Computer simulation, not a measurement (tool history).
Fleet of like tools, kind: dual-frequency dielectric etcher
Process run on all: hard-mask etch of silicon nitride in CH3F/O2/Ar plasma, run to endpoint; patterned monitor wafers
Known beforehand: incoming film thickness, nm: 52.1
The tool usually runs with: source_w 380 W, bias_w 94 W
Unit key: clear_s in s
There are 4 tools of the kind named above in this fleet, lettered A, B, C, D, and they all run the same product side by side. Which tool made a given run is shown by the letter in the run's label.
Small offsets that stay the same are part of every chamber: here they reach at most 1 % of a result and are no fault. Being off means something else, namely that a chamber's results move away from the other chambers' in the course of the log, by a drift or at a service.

{"run": "1A", "day": 0.558, "source_w": 380, "bias_w": 94, "clear_s": 70.095}
{"run": "2D", "day": 1.012, "source_w": 380, "bias_w": 94, "clear_s": 69.953}
{"run": "3C", "day": 1.512, "source_w": 380, "bias_w": 94, "clear_s": 70.352}
{"run": "4B", "day": 1.875, "source_w": 380, "bias_w": 94, "clear_s": 70.864}
{"run": "5D", "day": 2.15, "source_w": 380, "bias_w": 94, "clear_s": 69.128}
{"run": "6B", "day": 2.633, "source_w": 380, "bias_w": 94, "clear_s": 70.27}
{"run": "7C", "day": 3.0, "source_w": 380, "bias_w": 94, "clear_s": 70.303}
{"run": "8A", "day": 3.454, "source_w": 380, "bias_w": 94, "clear_s": 70.192}
{"run": "9B", "day": 3.808, "source_w": 380, "bias_w": 94, "clear_s": 70.481}
{"run": "10A", "day": 4.233, "source_w": 380, "bias_w": 94, "clear_s": 70.27}
{"run": "11C", "day": 4.538, "source_w": 380, "bias_w": 94, "clear_s": 70.381}
{"run": "12D", "day": 4.942, "source_w": 380, "bias_w": 94, "clear_s": 69.636}
{"run": "13C", "day": 5.204, "source_w": 380, "bias_w": 94, "clear_s": 70.095}
{"run": "14D", "day": 5.646, "source_w": 380, "bias_w": 94, "clear_s": 69.908}
{"day": 5.796, "done": "chamber B: wet clean of the chamber"}
{"run": "15B", "day": 6.204, "source_w": 380, "bias_w": 94, "clear_s": 70.418}
{"run": "16A", "day": 6.579, "source_w": 380, "bias_w": 94, "clear_s": 71.087}
{"run": "17C", "day": 6.862, "source_w": 380, "bias_w": 94, "clear_s": 69.885}
{"run": "18D", "day": 7.392, "source_w": 380, "bias_w": 94, "clear_s": 69.615}
{"day": 7.492, "done": "chamber C: wet clean of the chamber"}
{"run": "19B", "day": 7.888, "source_w": 380, "bias_w": 94, "clear_s": 70.791}
{"run": "20A", "day": 8.429, "source_w": 380, "bias_w": 94, "clear_s": 71.733}
{"run": "21C", "day": 8.783, "source_w": 380, "bias_w": 94, "clear_s": 70.376}
{"run": "22D", "day": 9.183, "source_w": 380, "bias_w": 94, "clear_s": 69.494}
{"run": "23A", "day": 9.454, "source_w": 380, "bias_w": 94, "clear_s": 71.987}
{"run": "24B", "day": 9.854, "source_w": 380, "bias_w": 94, "clear_s": 70.237}
{"run": "25D", "day": 10.217, "source_w": 320, "bias_w": 83, "clear_s": 77.842}
{"run": "26C", "day": 10.512, "source_w": 320, "bias_w": 83, "clear_s": 78.7}
{"run": "27B", "day": 10.971, "source_w": 320, "bias_w": 83, "clear_s": 78.922}

All chambers now run identical settings, listed one chamber a line with results as question marks. What results will each chamber show?
{"run": "28A", "day": 11.375, "source_w": 380, "bias_w": 78, "clear_s": "?"}
{"run": "28B", "day": 11.375, "source_w": 380, "bias_w": 78, "clear_s": "?"}
{"run": "28C", "day": 11.375, "source_w": 380, "bias_w": 78, "clear_s": "?"}
{"run": "28D", "day": 11.375, "source_w": 380, "bias_w": 78, "clear_s": "?"}

run=28A clear_s=77.208
run=28B clear_s=75.713
run=28C clear_s=75.295
run=28D clear_s=74.099

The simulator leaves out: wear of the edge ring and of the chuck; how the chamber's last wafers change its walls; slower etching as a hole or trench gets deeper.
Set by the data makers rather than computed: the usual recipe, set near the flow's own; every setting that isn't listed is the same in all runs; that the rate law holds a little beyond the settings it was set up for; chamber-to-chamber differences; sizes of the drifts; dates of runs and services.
